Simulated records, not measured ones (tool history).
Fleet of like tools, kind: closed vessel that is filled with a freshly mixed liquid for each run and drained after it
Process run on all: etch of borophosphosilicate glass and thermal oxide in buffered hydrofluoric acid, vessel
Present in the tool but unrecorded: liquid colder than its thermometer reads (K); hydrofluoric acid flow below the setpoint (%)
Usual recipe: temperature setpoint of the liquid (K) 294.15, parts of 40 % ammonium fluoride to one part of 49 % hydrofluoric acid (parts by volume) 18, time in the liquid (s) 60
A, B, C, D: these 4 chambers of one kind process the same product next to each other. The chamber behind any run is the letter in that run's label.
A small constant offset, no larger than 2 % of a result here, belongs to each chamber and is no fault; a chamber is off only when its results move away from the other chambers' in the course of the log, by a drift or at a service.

run   hour  temperature setpoint of the liquid (K)  parts of 40 % ammonium fluoride to one part of 49 % hydrofluoric acid (parts by volume)  time in the liquid (s)  hours since the thermometer was replaced  hours since the hydrofluoric acid flow meter was replaced  read-back film thickness of the borophosphosilicate glass reference wafer, read on the same gauge (nm)  read-back film thickness of the thermal oxide reference wafer, read on the same gauge (nm)  thickness taken off the borophosphosilicate glass on a monitor wafer (angstrom)  thickness taken off the thermal oxide on a monitor wafer (angstrom)
 1A    5.9                                  294.15                                                                                       18                      60                                     511.2                                                      271.2                                                                                                  70.014                                                                                      60.001                                                                           641.77                                                               331.91
 2B   12.3                                  294.15                                                                                       18                      60                                      77.3                                                      467.9                                                                                                  70.023                                                                                      60.011                                                                           630.93                                                               333.81
 3D   16.3                                  294.15                                                                                       18                      60                                    1109.8                                                      359.3                                                                                                  69.948                                                                                      59.989                                                                           632.08                                                               339.34
 4C   21.4                                  294.15                                                                                       18                      60                                       939                                                      439.2                                                                                                  70.008                                                                                      60.001                                                                           643.67                                                               337.53
 5A   26.2                                  294.15                                                                                       18                      60                                     531.5                                                      291.5                                                                                                   69.99                                                                                      60.006                                                                            643.6                                                               336.07
 6B   31.1                                  294.15                                                                                       18                      60                                      96.1                                                      486.7                                                                                                  70.013                                                                                      60.003                                                                           632.92                                                               340.06
 7D   34.4                                  294.15                                                                                       18                      60                                    1127.9                                                      377.4                                                                                                  70.038                                                                                      60.003                                                                            633.8                                                               333.46
 8C   40.6                                  294.15                                                                                     24.5                      30                                     958.2                                                      458.4                                                                                                  70.012                                                                                      60.001                                                                           251.67                                                               132.63
 9A     44                                  294.15                                                                                     24.5                      30                                     549.3                                                      309.3                                                                                                  70.023                                                                                      59.995                                                                           251.89                                                               131.61
10D   47.2                                  294.15                                                                                     24.5                      30                                    1140.7                                                      390.2                                                                                                  69.969                                                                                      60.005                                                                           249.11                                                               130.95
11C     51                                  294.15                                                                                     24.5                      30                                     968.6                                                      468.8                                                                                                  70.034                                                                                      59.984                                                                           252.54                                                               132.36
12B   57.3                                  294.15                                                                                       18                      60                                     122.3                                                      512.9                                                                                                  70.035                                                                                      59.999                                                                           631.96                                                               338.33
13C   62.1                                  294.15                                                                                       18                      60                                     979.7                                                      479.9                                                                                                  70.032                                                                                      60.011                                                                           647.19                                                               335.09
14D   67.1                                  294.15                                                                                       18                      60                                    1160.6                                                      410.1                                                                                                  69.994                                                                                      59.999                                                                           632.43                                                               332.01
15B   70.9                                  294.15                                                                                       18                      80                                     135.9                                                      526.5                                                                                                  69.968                                                                                      59.992                                                                           848.43                                                               446.31
16A   74.4                                  294.15                                                                                       18                      80                                     579.7                                                      339.7                                                                                                  69.953                                                                                      59.993                                                                           853.44                                                               445.82
17D   79.5                                  294.15                                                                                       18                      80                                      1173                                                      422.5                                                                                                  69.992                                                                                      60.007                                                                              846                                                               444.46
18A   85.6                                  294.15                                                                                       18                      80                                     590.9                                                      350.9                                                                                                  70.019                                                                                      60.001                                                                           856.46                                                               445.95
19C     90                                  290.65                                                                                       18                      60                                    1007.6                                                      507.8                                                                                                  70.004                                                                                          60                                                                           535.07                                                               281.87
20B   94.1                                  290.65                                                                                       18                      60                                     159.1                                                      549.7                                                                                                  70.034                                                                                      59.996                                                                           522.32                                                               282.17
21D   98.8                                  290.65                                                                                       18                      60                                    1192.3                                                      441.8                                                                                                  69.984                                                                                      60.008                                                                            525.3                                                               275.12
22C  104.4                                  290.65                                                                                       18                      60                                      1022                                                      522.2                                                                                                  69.991                                                                                       59.98                                                                           530.46                                                               279.56
23A  107.9                                  294.15                                                                                       18                      60                                     613.2                                                      373.2                                                                                                  70.012                                                                                      59.999                                                                           637.14                                                               328.59
24B  113.8                                  294.15                                                                                       18                      60                                     178.8                                                      569.4                                                                                                  70.006                                                                                      59.993                                                                           634.87                                                               336.98
25A  120.2                                  294.15                                                                                       18                      60                                     625.5                                                      385.5                                                                                                  70.041                                                                                      60.015                                                                           638.21                                                               336.19
26D    126                                  294.15                                                                                       18                      60                                    1219.5                                                        469                                                                                                  70.021                                                                                       60.02                                                                           637.09                                                               335.41
27C  131.8                                  296.65                                                                                       18                      60                                    1049.4                                                      549.6                                                                                                  69.998                                                                                       60.02                                                                           732.82                                                               389.99
28B  135.7                                  296.65                                                                                       18                      60                                     200.7                                                      591.3                                                                                                  69.946                                                                                      59.985                                                                           727.04                                                               382.55
29D  141.6                                  296.65                                                                                       18                      60                                    1235.1                                                      484.6                                                                                                  70.032                                                                                      60.012                                                                           720.67                                                               392.27
30B  148.2                                  296.65                                                                                       18                      60                                     213.2                                                      603.8                                                                                                  69.999                                                                                      59.991                                                                           729.63                                                               384.23
31C  154.4                                  294.15                                                                                       18                      60                                      1072                                                      572.2                                                                                                  69.996                                                                                          60                                                                              640                                                                339.2
32A  159.6                                  294.15                                                                                       18                      60                                     664.9                                                      424.9                                                                                                  70.005                                                                                      60.014                                                                           640.14                                                               331.08
33B  163.3                                  294.15                                                                                       18                      60                                     228.3                                                      618.9                                                                                                  70.053                                                                                      60.006                                                                           631.16                                                               333.45
34A  168.3                                  294.15                                                                                       21                      60                                     673.6                                                      433.6                                                                                                  70.006                                                                                      60.009                                                                           557.64                                                               290.96
35D  171.7                                  294.15                                                                                       21                      60                                    1265.2                                                      514.7                                                                                                  70.002                                                                                      59.994                                                                           550.13                                                               289.74
       176  -- chamber A: hydrofluoric acid flow meter replaced
36C  176.4                                  294.15                                                                                       21                      60                                      1094                                                      594.2                                                                                                      70                                                                                      60.002                                                                           562.66                                                               295.84
37C  179.7                                  294.15                                                                                       21                      60                                    1097.3                                                      597.5                                                                                                  69.979                                                                                      60.003                                                                           563.38                                                               292.93
38B  182.9                                  294.15                                                                                       18                      60                                     247.9                                                      638.5                                                                                                  69.949                                                                                      60.001                                                                           631.31                                                                338.5
39D    187                                  294.15                                                                                     14.5                      60                                    1280.5                                                        530                                                                                                  70.006                                                                                      59.985                                                                           788.23                                                                414.2
40A    190                                  294.15                                                                                     14.5                      60                                     695.3                                                       14.1                                                                                                  70.041                                                                                      59.989                                                                           788.78                                                               408.73
41C  195.5                                  294.15                                                                                     14.5                      60                                    1113.1                                                      613.3                                                                                                  69.977                                                                                      60.005                                                                           794.63                                                               416.66
42B  200.1                                  294.15                                                                                     14.5                      60                                     265.1                                                      655.7                                                                                                  70.027                                                                                      59.983                                                                           782.13                                                               415.06

All chambers now run identical settings, listed one chamber a line with results as question marks. What results will each chamber show?
43A  204.8                                  297.65                                                                                       18                      60                                                                                                                                                                                                                                                                                                                                                                                         ?                                                                    ?
43B  204.8                                  297.65                                                                                       18                      60                                                                                                                                                                                                                                                                                                                                                                                         ?                                                                    ?
43C  204.8                                  297.65                                                                                       18                      60                                                                                                                                                                                                                                                                                                                                                                                         ?                                                                    ?
43D  204.8                                  297.65                                                                                       18                      60                                                                                                                                                                                                                                                                                                                                                                                         ?                                                                    ?

run  thickness taken off the borophosphosilicate glass on a monitor wafer (angstrom)  thickness taken off the thermal oxide on a monitor wafer (angstrom)
43A                                                                           783.13                                                               400.27
43B                                                                           770.74                                                               412.11
43C                                                                           774.41                                                               410.43
43D                                                                           768.98                                                               406.33

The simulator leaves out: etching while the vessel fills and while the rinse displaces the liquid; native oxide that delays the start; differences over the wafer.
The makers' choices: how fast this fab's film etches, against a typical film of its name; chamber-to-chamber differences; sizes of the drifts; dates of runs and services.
